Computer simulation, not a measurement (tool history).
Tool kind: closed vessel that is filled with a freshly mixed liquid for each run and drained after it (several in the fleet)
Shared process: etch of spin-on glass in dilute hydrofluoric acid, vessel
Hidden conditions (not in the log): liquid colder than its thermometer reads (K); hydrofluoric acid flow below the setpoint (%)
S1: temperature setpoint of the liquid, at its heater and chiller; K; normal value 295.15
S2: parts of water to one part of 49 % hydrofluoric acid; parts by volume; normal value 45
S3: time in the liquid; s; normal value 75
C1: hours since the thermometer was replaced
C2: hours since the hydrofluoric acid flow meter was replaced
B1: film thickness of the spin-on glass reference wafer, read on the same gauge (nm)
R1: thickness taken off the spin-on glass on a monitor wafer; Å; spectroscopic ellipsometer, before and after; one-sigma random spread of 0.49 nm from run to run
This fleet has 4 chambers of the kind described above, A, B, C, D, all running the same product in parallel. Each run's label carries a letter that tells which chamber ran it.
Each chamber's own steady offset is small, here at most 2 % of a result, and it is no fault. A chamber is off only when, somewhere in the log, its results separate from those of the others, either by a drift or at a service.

run	hour	S1	S2	S3	C1	C2	B1	R1
1C	14.5	295.15	45	75	1436.8	615.1	90.017	547.5
2D	22.4	295.15	45	75	1412.5	251.3	90.022	547.06
3A	31.2	295.15	45	75	1488.7	486.2	90.029	550.67
# hour 35.1: chamber C: thermometer replaced
4B	43.8	295.15	45	75	333.4	493	90.016	551.91
5A	52.9	295.15	45	75	1510.4	507.9	90.022	559.39
6C	67	295.15	45	75	32	667.6	89.975	551.11
7B	81.3	295.15	45	75	370.9	530.5	89.997	554.88
# hour 92.1: chamber A: hydrofluoric acid flow meter replaced
8D	96.6	295.15	45	75	1486.7	325.5	90.035	553.34
9D	106.9	295.15	45	75	1497	335.8	89.999	553.43
10A	114.6	295.15	45	75	1572.1	22.5	89.985	540.33
11B	123.5	295.15	45	75	413.1	572.7	89.995	564.19
12C	134.6	295.15	45	75	99.6	735.2	89.992	546.66
13B	142	293.15	45	75	431.6	591.2	90.019	515.61
14C	155.9	293.15	45	75	120.9	756.5	90.023	508.27
15A	166	293.15	45	75	1623.5	73.9	89.98	513.89
16D	178.3	293.15	45	75	1568.4	407.2	89.997	505.99
17B	186.3	295.15	45	75	475.9	635.5	89.975	556.45
18A	201.2	295.15	45	75	1658.7	109.1	90.028	555.67
19D	213.6	295.15	45	75	1603.7	442.5	90.008	549.55
20C	228.8	295.15	45	75	193.8	829.4	89.992	561
21A	243.5	295.15	45	75	1701	151.4	89.985	549.45
22D	257.6	295.15	45	75	1647.7	486.5	90.009	549.9
23B	265.5	295.15	45	75	555.1	714.7	90.013	550.06
24C	273.9	295.15	45	75	238.9	874.5	90.021	553.92
25A	286.9	295.15	45	75	1744.4	194.8	89.996	551.27
26C	296.6	295.15	45	75	261.6	897.2	89.992	550.93
27B	310.1	295.15	45	75	599.7	759.3	90.018	534.54
28D	322.8	295.15	65	120	1712.9	551.7	89.98	599.78
29B	330.4	295.15	65	120	620	779.6	90.006	572.89
30A	343.1	295.15	65	120	1800.6	251	89.988	589.86
31C	356.4	295.15	65	120	321.4	957	90.02	582.04
32D	363.9	295.15	45	75	1754	592.8	89.979	545.56
33C	378.4	295.15	45	75	343.4	979	89.993	551.94
34A	390.7	295.15	45	75	1848.2	298.6	90.026	543.39
35B	401.3	295.15	45	75	690.9	850.5	90.021	523.84
36D	414.3	295.15	45	75	1804.4	643.2	89.992	543.74
37D	423.1	295.15	45	75	1813.2	652	90.002	550.04
38B	436	290.65	45	75	725.6	885.2	89.994	422.46
39C	448.4	290.65	45	75	413.4	1049	90.012	455.96
40A	455.8	290.65	45	75	1913.3	363.7	90.006	448.91
41D	470.3	290.65	45	75	1860.4	699.2	89.993	457.17
42B	480.7	295.15	45	75	770.3	929.9	90.007	501.1
43C	490.8	295.15	45	75	455.8	1091.4	90.005	545.6
44A	500.4	295.15	45	75	1957.9	408.3	90.004	542.37

Predict what each chamber gives when all 4 of them run the settings below next.
45A	511.5	295.15	60	75				?
45B	511.5	295.15	60	75				?
45C	511.5	295.15	60	75				?
45D	511.5	295.15	60	75				?

run	R1
45A	397.98
45B	368.86
45C	402.07
45D	403.42
